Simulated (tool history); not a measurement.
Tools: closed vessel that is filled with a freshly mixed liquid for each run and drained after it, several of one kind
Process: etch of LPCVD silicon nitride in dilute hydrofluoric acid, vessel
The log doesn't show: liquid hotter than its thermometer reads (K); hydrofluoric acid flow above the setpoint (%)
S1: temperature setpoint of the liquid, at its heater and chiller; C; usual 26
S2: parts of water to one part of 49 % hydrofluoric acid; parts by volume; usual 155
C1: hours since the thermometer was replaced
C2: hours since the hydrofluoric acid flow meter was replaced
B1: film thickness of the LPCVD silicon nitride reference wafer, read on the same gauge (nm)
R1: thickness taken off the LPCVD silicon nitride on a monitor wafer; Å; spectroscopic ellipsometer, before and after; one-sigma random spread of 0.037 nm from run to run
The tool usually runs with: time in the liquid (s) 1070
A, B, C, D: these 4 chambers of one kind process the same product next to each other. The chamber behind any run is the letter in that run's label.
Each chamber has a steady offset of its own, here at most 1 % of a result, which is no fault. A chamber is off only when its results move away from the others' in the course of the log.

Run 1C, hour 11.6: usual settings; C1 1238.9; C2 1893.1; B1 90.008. Result: R1 41.863 Å.
At hour 16.5: chamber C: hydrofluoric acid flow meter replaced.
Run 2B, hour 19.8: usual settings; C1 156.2; C2 1096.8; B1 90.007. Result: R1 40.883 Å.
Run 3D, hour 29.6: usual settings; C1 532.6; C2 875; B1 90.011. Result: R1 41.207 Å.
Run 4A, hour 38.6: usual settings; C1 1524; C2 186.2; B1 89.997. Result: R1 40.79 Å.
Run 5D, hour 46.3: usual settings; C1 549.3; C2 891.7; B1 89.992. Result: R1 41.783 Å.
Run 6B, hour 53.9: usual settings; C1 190.3; C2 1130.9; B1 89.988. Result: R1 41.306 Å.
Run 7A, hour 64.3: usual settings but S2 220 parts by volume; C1 1549.7; C2 211.9; B1 90.012. Result: R1 28.428 Å.
Run 8C, hour 76.5: usual settings but S2 220 parts by volume; C1 1303.8; C2 60.1; B1 90.011. Result: R1 29.057 Å.
Run 9C, hour 84.5: usual settings but S2 220 parts by volume; C1 1311.8; C2 68.1; B1 90.02. Result: R1 29.318 Å.
Run 10D, hour 91: usual settings but S2 220 parts by volume; C1 594; C2 936.4; B1 89.987. Result: R1 29.423 Å.
Run 11B, hour 101.5: usual settings; C1 237.9; C2 1178.5; B1 89.999. Result: R1 41.863 Å.
Run 12A, hour 109.7: usual settings; C1 1595.1; C2 257.3; B1 89.99. Result: R1 40.721 Å.
Run 13B, hour 120.9: usual settings but S2 120 parts by volume; C1 257.3; C2 1197.9; B1 90.024. Result: R1 52.51 Å.
Run 14A, hour 127.5: usual settings but S2 120 parts by volume; C1 1612.9; C2 275.1; B1 90.02. Result: R1 53.321 Å.
Run 15D, hour 138.5: usual settings but S2 120 parts by volume; C1 641.5; C2 983.9; B1 89.992. Result: R1 54.53 Å.
Run 16C, hour 152: usual settings but S2 120 parts by volume; C1 1379.3; C2 135.6; B1 89.986. Result: R1 53.213 Å.
Run 17A, hour 163: usual settings; C1 1648.4; C2 310.6; B1 90.028. Result: R1 40.961 Å.
Run 18D, hour 173.6: usual settings; C1 676.6; C2 1019; B1 90.016. Result: R1 42.574 Å.
Run 19C, hour 183.6: usual settings; C1 1410.9; C2 167.2; B1 89.979. Result: R1 40.656 Å.
At hour 185.9: chamber D: hydrofluoric acid flow meter replaced.
Run 20B, hour 195.9: usual settings; C1 332.3; C2 1272.9; B1 89.997. Result: R1 40.944 Å.
Run 21D, hour 208.7: usual settings; C1 711.7; C2 22.9; B1 89.994. Result: R1 43.224 Å.
Run 22A, hour 219.1: usual settings; C1 1704.5; C2 366.7; B1 90.004. Result: R1 40.896 Å.
Run 23B, hour 227: usual settings; C1 363.4; C2 1304; B1 89.998. Result: R1 41.303 Å.
Run 24C, hour 235.5: usual settings; C1 1462.8; C2 219.1; B1 89.981. Result: R1 41.235 Å.
Run 25D, hour 245.6: usual settings but S2 95 parts by volume; C1 748.6; C2 59.8; B1 89.993. Result: R1 70.314 Å.
Run 26B, hour 254.1: usual settings but S2 95 parts by volume; C1 390.5; C2 1331.1; B1 89.995. Result: R1 66.73 Å.
Run 27C, hour 260.3: usual settings but S2 95 parts by volume; C1 1487.6; C2 243.9; B1 89.999. Result: R1 68.243 Å.
Run 28A, hour 271.4: usual settings but S2 95 parts by volume; C1 1756.8; C2 419; B1 89.996. Result: R1 66.849 Å.
Run 29B, hour 279.6: usual settings; C1 416; C2 1356.6; B1 90.002. Result: R1 41.009 Å.
Run 30A, hour 293.4: usual settings; C1 1778.8; C2 441; B1 90.006. Result: R1 41.458 Å.
Run 31C, hour 300.7: usual settings; C1 1528; C2 284.3; B1 90. Result: R1 41.436 Å.
Run 32D, hour 314.1: usual settings; C1 817.1; C2 128.3; B1 90.005. Result: R1 44.19 Å.
Run 33B, hour 325.6: usual settings; C1 462; C2 1402.6; B1 89.975. Result: R1 41.34 Å.
Run 34C, hour 337: usual settings; C1 1564.3; C2 320.6; B1 89.976. Result: R1 40.831 Å.
Run 35A, hour 347.4: usual settings; C1 1832.8; C2 495; B1 89.993. Result: R1 41.42 Å.
Run 36D, hour 357.8: usual settings; C1 860.8; C2 172; B1 89.998. Result: R1 44.693 Å.
Run 37D, hour 368.8: usual settings; C1 871.8; C2 183; B1 89.99. Result: R1 45.758 Å.
Run 38B, hour 381.5: usual settings but S2 230 parts by volume; C1 517.9; C2 1458.5; B1 89.993. Result: R1 27.492 Å.

Read the log: is a single chamber off, either drifting away or since a service, is the gauge that measures every chamber drifting, or is nothing wrong beyond small per-chamber offsets? Name any odd chamber and what most likely caused it.

Chamber D drifts away from the others.
Most likely cause: liquid hotter than its thermometer reads (K) = 1.59.

Chamber D could run next with any of the 4 candidate recipes listed below; each alters the usual settings, and their results appear as question marks. Which one brings its results back in line with what the other chambers deliver on the usual settings?
In line means no further than this from the other chambers' mean on the usual settings: R1 1.3 Å
Run 39D-1, hour 391.4: usual settings but S1 27.5 C. Result: R1 ?.
Run 39D-2, hour 391.4: usual settings but S2 160 parts by volume, time in the liquid (s) 1010. Result: R1 ?.
Run 39D-3, hour 391.4: usual settings but S1 26.5 C, S2 145 parts by volume, time in the liquid (s) 1160. Result: R1 ?.
Run 39D-4, hour 391.4: usual settings but S1 25.5 C, S2 165 parts by volume, time in the liquid (s) 990. Result: R1 ?.

What the other chambers average on the usual settings: R1 41.156 Å
  run      R1
39D-1   49.54
39D-2  41.286
39D-3  53.953
39D-4  38.046
39D-2 is the one that brings the chamber's results back in line with the other chambers.
